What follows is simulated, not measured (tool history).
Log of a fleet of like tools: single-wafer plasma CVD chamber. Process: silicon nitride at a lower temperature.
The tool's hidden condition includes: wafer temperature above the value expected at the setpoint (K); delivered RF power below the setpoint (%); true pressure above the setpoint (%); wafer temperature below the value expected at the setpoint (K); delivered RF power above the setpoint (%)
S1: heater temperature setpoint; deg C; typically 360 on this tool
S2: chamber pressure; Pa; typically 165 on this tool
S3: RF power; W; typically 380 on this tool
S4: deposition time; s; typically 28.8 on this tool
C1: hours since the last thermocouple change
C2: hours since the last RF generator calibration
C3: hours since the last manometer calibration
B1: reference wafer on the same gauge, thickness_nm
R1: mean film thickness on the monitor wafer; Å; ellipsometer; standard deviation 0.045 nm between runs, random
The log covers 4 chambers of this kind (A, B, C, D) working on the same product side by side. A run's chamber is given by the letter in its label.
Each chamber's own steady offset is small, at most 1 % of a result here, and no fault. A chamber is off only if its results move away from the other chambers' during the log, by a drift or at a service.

| run | hour | S1 | S2 | S3 | S4 | C1 | C2 | C3 | B1 | R1 |
|---|---|---|---|---|---|---|---|---|---|---|
| 1C | 10.8 | 360 | 165 | 380 | 28.8 | 2204.5 | 1813.7 | 319.6 | 33.018 | 364.19 |
| 2D | 21.4 | 360 | 165 | 380 | 28.8 | 1319.1 | 693.9 | 1092.7 | 33.005 | 368.21 |
|  | 25.7 | chamber C: thermocouple changed; heater temperature recalibrated |
| 3A | 35.3 | 360 | 165 | 380 | 28.8 | 529.3 | 958 | 139.8 | 33.016 | 369.04 |
| 4B | 49.3 | 360 | 165 | 380 | 28.8 | 532 | 779.8 | 1821.3 | 33.033 | 364.81 |
| 5C | 64.3 | 360 | 165 | 380 | 28.8 | 38.6 | 1867.2 | 373.1 | 33.032 | 362.81 |
|  | 71.9 | chamber C: RF generator calibrated |
| 6B | 75.4 | 360 | 165 | 380 | 28.8 | 558.1 | 805.9 | 1847.4 | 33.043 | 364.89 |
| 7D | 83.1 | 360 | 165 | 380 | 28.8 | 1380.8 | 755.6 | 1154.4 | 33.043 | 368.44 |
| 8A | 95.3 | 347 | 147 | 380 | 28.8 | 589.3 | 1018 | 199.8 | 33.039 | 357.52 |
| 9A | 103 | 347 | 147 | 380 | 28.8 | 597 | 1025.7 | 207.5 | 33.05 | 356.81 |
|  | 108.5 | chamber D: thermocouple changed; heater temperature recalibrated |
| 10B | 113.3 | 347 | 147 | 380 | 28.8 | 596 | 843.8 | 1885.3 | 33.059 | 354.76 |
| 11C | 126.6 | 347 | 147 | 380 | 28.8 | 100.9 | 54.8 | 435.4 | 33.069 | 352.49 |
| 12D | 138.2 | 360 | 165 | 380 | 28.8 | 29.8 | 810.7 | 1209.5 | 33.059 | 368.14 |
| 13C | 145.7 | 360 | 165 | 380 | 28.8 | 120 | 73.9 | 454.5 | 33.065 | 364.03 |
| 14A | 158 | 360 | 165 | 380 | 28.8 | 652 | 1080.7 | 262.5 | 33.076 | 369.28 |
|  | 161 | chamber B: RF generator calibrated |
| 15B | 166.1 | 360 | 165 | 380 | 28.8 | 648.8 | 5.1 | 1938.1 | 33.084 | 365.65 |
| 16D | 175.1 | 360 | 165 | 305 | 23.2 | 66.7 | 847.6 | 1246.4 | 33.081 | 257.96 |
| 17D | 190.8 | 360 | 165 | 305 | 23.2 | 82.4 | 863.3 | 1262.1 | 33.099 | 258.35 |
| 18C | 205.6 | 360 | 165 | 305 | 23.2 | 179.9 | 133.8 | 514.4 | 33.108 | 254.83 |
|  | 214.2 | chamber D: RF generator calibrated |
| 19B | 215.6 | 360 | 165 | 305 | 23.2 | 698.3 | 54.6 | 1987.6 | 33.1 | 256.02 |
| 20A | 225.4 | 360 | 165 | 380 | 28.8 | 719.4 | 1148.1 | 329.9 | 33.111 | 370.1 |
| 21A | 233.7 | 360 | 165 | 380 | 28.8 | 727.7 | 1156.4 | 338.2 | 33.112 | 369.7 |
|  | 242.9 | chamber B: capacitance manometer re-zeroed and calibrated |
| 22B | 245 | 360 | 165 | 380 | 28.8 | 727.7 | 84 | 2.2 | 33.114 | 365.52 |
| 23D | 260 | 360 | 165 | 380 | 28.8 | 151.6 | 45.9 | 1331.3 | 33.131 | 368.73 |
| 24C | 274.3 | 360 | 165 | 380 | 28.8 | 248.6 | 202.5 | 583.1 | 33.13 | 363.67 |
| 25A | 290.7 | 360 | 165 | 380 | 28.8 | 784.7 | 1213.4 | 395.2 | 33.133 | 370.82 |
| 26D | 300.8 | 372 | 165 | 310 | 28.8 | 192.4 | 86.7 | 1372.1 | 33.144 | 323.01 |
| 27B | 313.1 | 372 | 165 | 310 | 28.8 | 795.8 | 152.1 | 70.3 | 33.146 | 319.38 |
| 28C | 328.2 | 372 | 165 | 310 | 28.8 | 302.5 | 256.4 | 637 | 33.165 | 319 |

All chambers now run identical settings, listed one chamber a line with results as question marks. What results will each chamber show?
| 29A | 340.2 | 360 | 165 | 440 | 28.8 |  |  |  |  | ? |
| 29B | 340.2 | 360 | 165 | 440 | 28.8 |  |  |  |  | ? |
| 29C | 340.2 | 360 | 165 | 440 | 28.8 |  |  |  |  | ? |
| 29D | 340.2 | 360 | 165 | 440 | 28.8 |  |  |  |  | ? |

| run | R1 |
|---|---|
| 29A | 404.59 |
| 29B | 399.06 |
| 29C | 397.81 |
| 29D | 404.46 |

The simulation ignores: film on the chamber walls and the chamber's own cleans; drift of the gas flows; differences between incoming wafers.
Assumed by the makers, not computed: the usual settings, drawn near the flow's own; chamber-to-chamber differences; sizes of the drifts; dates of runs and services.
